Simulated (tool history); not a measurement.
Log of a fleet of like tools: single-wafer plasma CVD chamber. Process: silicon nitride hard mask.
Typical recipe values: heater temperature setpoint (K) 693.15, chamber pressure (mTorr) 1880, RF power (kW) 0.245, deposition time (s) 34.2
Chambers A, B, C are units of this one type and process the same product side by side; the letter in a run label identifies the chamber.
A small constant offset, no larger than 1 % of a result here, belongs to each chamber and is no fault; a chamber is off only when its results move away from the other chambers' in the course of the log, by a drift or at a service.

run	hour	heater temperature setpoint (K)	chamber pressure (mTorr)	RF power (kW)	deposition time (s)	hours since the last thermocouple change	hours since the last RF generator calibration	hours since the last manometer calibration	read-back reference wafer on the same gauge, thickness_nm	mean film thickness on the monitor wafer (Å)
1B	3.3	693.15	1880	0.245	34.2	947.3	877.4	406.9	39.106	351.75
2A	9.1	693.15	1880	0.245	34.2	1715	1132.6	129.3	39.094	355.74
3C	13.6	693.15	1880	0.245	34.2	234	942	1452.3	39.106	351.74
4A	18.8	693.15	1880	0.245	34.2	1724.7	1142.3	139	39.097	353.88
5C	22.9	693.15	1880	0.245	34.2	243.3	951.3	1461.6	39.143	355.22
6B	29.5	693.15	1880	0.245	34.2	973.5	903.6	433.1	39.083	352.91
7C	36	693.15	1880	0.245	34.2	256.4	964.4	1474.7	39.117	353.62
8B	41.4	693.15	1880	0.245	34.2	985.4	915.5	445	39.087	354.54
9A	45.6	693.15	1880	0.245	34.2	1751.5	1169.1	165.8	39.122	352.78
10C	51.7	704.15	1880	0.245	34.2	272.1	980.1	1490.4	39.116	351.69
11A	56.3	704.15	1880	0.245	34.2	1762.2	1179.8	176.5	39.102	350.39
12B	60.8	704.15	1880	0.245	34.2	1004.8	934.9	464.4	39.046	350.77
13C	67.6	693.15	1880	0.245	34.2	288	996	1506.3	39.106	353.28
14A	72.2	693.15	1880	0.245	34.2	1778.1	1195.7	192.4	39.09	347.9
15B	77.5	693.15	2250	0.245	34.2	1021.5	951.6	481.1	39.12	370.99
16A	84.5	693.15	2250	0.245	34.2	1790.4	1208	204.7	39.124	365.19
17C	91.6	693.15	2250	0.245	34.2	312	1020	1530.3	39.083	370.06
18B	96.7	693.15	1880	0.245	34.2	1040.7	970.8	500.3	39.092	354.41
19B	104	693.15	1880	0.245	34.2	1048	978.1	507.6	39.08	352.74
20C	108.8	693.15	1880	0.245	34.2	329.2	1037.2	1547.5	39.123	351.54
21A	112.5	702.15	1880	0.245	34.2	1818.4	1236	232.7	39.094	339.63
22A	115.8	702.15	1880	0.245	34.2	1821.7	1239.3	236	39.084	342.77
23C	120.6	702.15	1880	0.245	34.2	341	1049	1559.3	39.104	352.75
24B	125.3	693.15	1880	0.245	34.2	1069.3	999.4	528.9	39.092	354.51

Decide between three cases: one chamber stands off from its peers, the gauge reading all wafers drifts, or nothing is wrong past each chamber's small offset. Where a chamber is off, say which and what most likely put it there.

Little by little, chamber A moves away from the other chambers.
What lies behind it: delivered RF power below the setpoint (%) = 6.06.

Chamber A could run next with any of the 4 candidate recipes listed below; each alters the usual settings, and their results appear as question marks. Which one brings its results back in line with what the other chambers deliver on the usual settings?
To be in line, a result may differ from the other chambers' mean on the usual settings by at most: mean film thickness on the monitor wafer (Å) 4.2
25A-1	130.6	693.15	1930	0.245	36.1					?
25A-2	130.6	693.15	1880	0.25	35					?
25A-3	130.6	694.15	1530	0.245	34.2					?
25A-4	130.6	693.15	1860	0.24	33.5					?

Other chambers, usual settings, mean: mean film thickness on the monitor wafer (Å) 353.16
run	mean film thickness on the monitor wafer (Å)
25A-1	361.89
25A-2	353.33
25A-3	321.02
25A-4	327.43
With 25A-2, the chamber falls back in line with the rest.
